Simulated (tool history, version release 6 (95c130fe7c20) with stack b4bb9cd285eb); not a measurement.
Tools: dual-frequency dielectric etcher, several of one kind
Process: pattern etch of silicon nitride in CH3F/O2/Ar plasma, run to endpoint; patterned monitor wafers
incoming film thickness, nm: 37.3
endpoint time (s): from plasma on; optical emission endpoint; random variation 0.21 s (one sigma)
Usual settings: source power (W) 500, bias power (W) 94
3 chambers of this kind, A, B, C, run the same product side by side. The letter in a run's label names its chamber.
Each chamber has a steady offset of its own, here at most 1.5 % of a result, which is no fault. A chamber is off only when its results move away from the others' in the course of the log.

Run 1C, day 0.512: usual settings. Result: endpoint time (s) 44.393.
Run 2B, day 1.104: usual settings. Result: endpoint time (s) 45.014.
Run 3A, day 1.392: usual settings. Result: endpoint time (s) 45.529.
Run 4B, day 1.7: usual settings. Result: endpoint time (s) 45.318.
Run 5C, day 2.267: usual settings but source power (W) 460, bias power (W) 111. Result: endpoint time (s) 43.349.
Run 6A, day 2.567: usual settings but source power (W) 460, bias power (W) 111. Result: endpoint time (s) 43.992.
Run 7C, day 2.983: usual settings but source power (W) 460, bias power (W) 111. Result: endpoint time (s) 43.637.
Run 8B, day 3.483: usual settings. Result: endpoint time (s) 45.22.
Run 9A, day 4.05: usual settings. Result: endpoint time (s) 45.46.
Run 10B, day 4.538: usual settings. Result: endpoint time (s) 45.233.
Run 11C, day 4.838: usual settings. Result: endpoint time (s) 45.779.
Run 12A, day 5.233: usual settings but source power (W) 460. Result: endpoint time (s) 47.079.
Run 13C, day 5.833: usual settings but source power (W) 460. Result: endpoint time (s) 47.133.
Run 14B, day 6.438: usual settings but source power (W) 460. Result: endpoint time (s) 46.407.
At day 6.512: chamber B: wet clean of the chamber.
Run 15A, day 6.821: usual settings. Result: endpoint time (s) 45.804.
Run 16A, day 7.108: usual settings. Result: endpoint time (s) 45.611.
Run 17B, day 7.529: usual settings. Result: endpoint time (s) 45.078.
Run 18C, day 7.871: usual settings. Result: endpoint time (s) 46.316.
Run 19C, day 8.196: usual settings. Result: endpoint time (s) 46.682.
Run 20A, day 8.65: usual settings. Result: endpoint time (s) 45.506.

Is one chamber off against the others, does the gauge drift, or is nothing wrong? If a chamber is off, say which, and what the likeliest cause is.

Chamber C drifts away from the others.
Cause: etch rate under this chamber's usual, % = 4.22.

Here are 4 candidates for chamber C's next run, each the usual settings with a change, their results left as question marks. Which one brings its results back in line with what the others give on the usual settings?
In line means no further than this from the other chambers' mean on the usual settings: endpoint time (s) 0.74
Run 21C-1, day 9.092: usual settings but source power (W) 530. Result: endpoint time (s) ?.
Run 21C-2, day 9.092: usual settings but source power (W) 460, bias power (W) 87. Result: endpoint time (s) ?.
Run 21C-3, day 9.092: usual settings but source power (W) 480, bias power (W) 91. Result: endpoint time (s) ?.
Run 21C-4, day 9.092: usual settings but source power (W) 540, bias power (W) 101. Result: endpoint time (s) ?.

The other chambers' mean on the usual settings: endpoint time (s) 45.295
  run  endpoint time (s)
21C-1             45.501
21C-2             49.356
21C-3             47.789
21C-4             44.018
21C-1 brings the chamber back in line.
